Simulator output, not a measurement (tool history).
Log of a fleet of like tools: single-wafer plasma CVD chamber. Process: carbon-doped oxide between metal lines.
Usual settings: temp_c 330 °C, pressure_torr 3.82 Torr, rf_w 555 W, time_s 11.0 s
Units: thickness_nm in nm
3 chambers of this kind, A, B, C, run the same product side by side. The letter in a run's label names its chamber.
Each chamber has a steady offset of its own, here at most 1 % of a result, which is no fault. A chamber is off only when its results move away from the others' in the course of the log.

run	hour	temp_c	pressure_torr	rf_w	time_s	read-back reference wafer on the same gauge, thickness_nm	thickness_nm
1B	6.7	330	3.82	555	11.0	67.316	62.686
2C	17.6	330	3.82	555	11.0	67.334	62.032
3A	25.6	330	3.82	555	11.0	67.367	62.077
4B	33.0	330	3.82	555	11.0	67.350	62.694
5A	39.4	330	3.16	650	11.0	67.371	66.991
6C	50.8	330	3.16	650	11.0	67.407	67.182
7B	59.9	330	3.16	650	11.0	67.407	67.729
8C	70.4	330	2.90	490	11.0	67.438	55.926
9A	81.7	330	2.90	490	11.0	67.436	56.200
10C	92.4	330	2.90	490	11.0	67.477	55.938
11A	98.6	330	3.82	555	11.0	67.491	62.259
12B	107.0	330	3.82	555	11.0	67.494	62.798
13A	115.8	330	3.82	555	11.0	67.490	62.301
14B	126.8	330	3.82	555	11.0	67.534	62.743
15C	134.7	330	3.82	555	11.0	67.542	62.427
16A	141.5	341	3.82	645	11.0	67.561	65.753
17C	148.8	341	3.82	645	11.0	67.580	65.824
18B	154.7	341	3.82	645	11.0	67.581	66.530
19C	160.6	330	3.82	555	9.7	67.595	54.981
20B	167.6	330	3.82	555	9.7	67.593	55.535
21A	174.2	330	3.82	555	9.7	67.614	55.153

Is one chamber off against the others, does the gauge drift, or is nothing wrong? If a chamber is off, say which, and what the likeliest cause is.

The gauge drifts, so all chambers seem to drift together. No chamber is off.
Cause: gauge reads high (%) = 0.486.

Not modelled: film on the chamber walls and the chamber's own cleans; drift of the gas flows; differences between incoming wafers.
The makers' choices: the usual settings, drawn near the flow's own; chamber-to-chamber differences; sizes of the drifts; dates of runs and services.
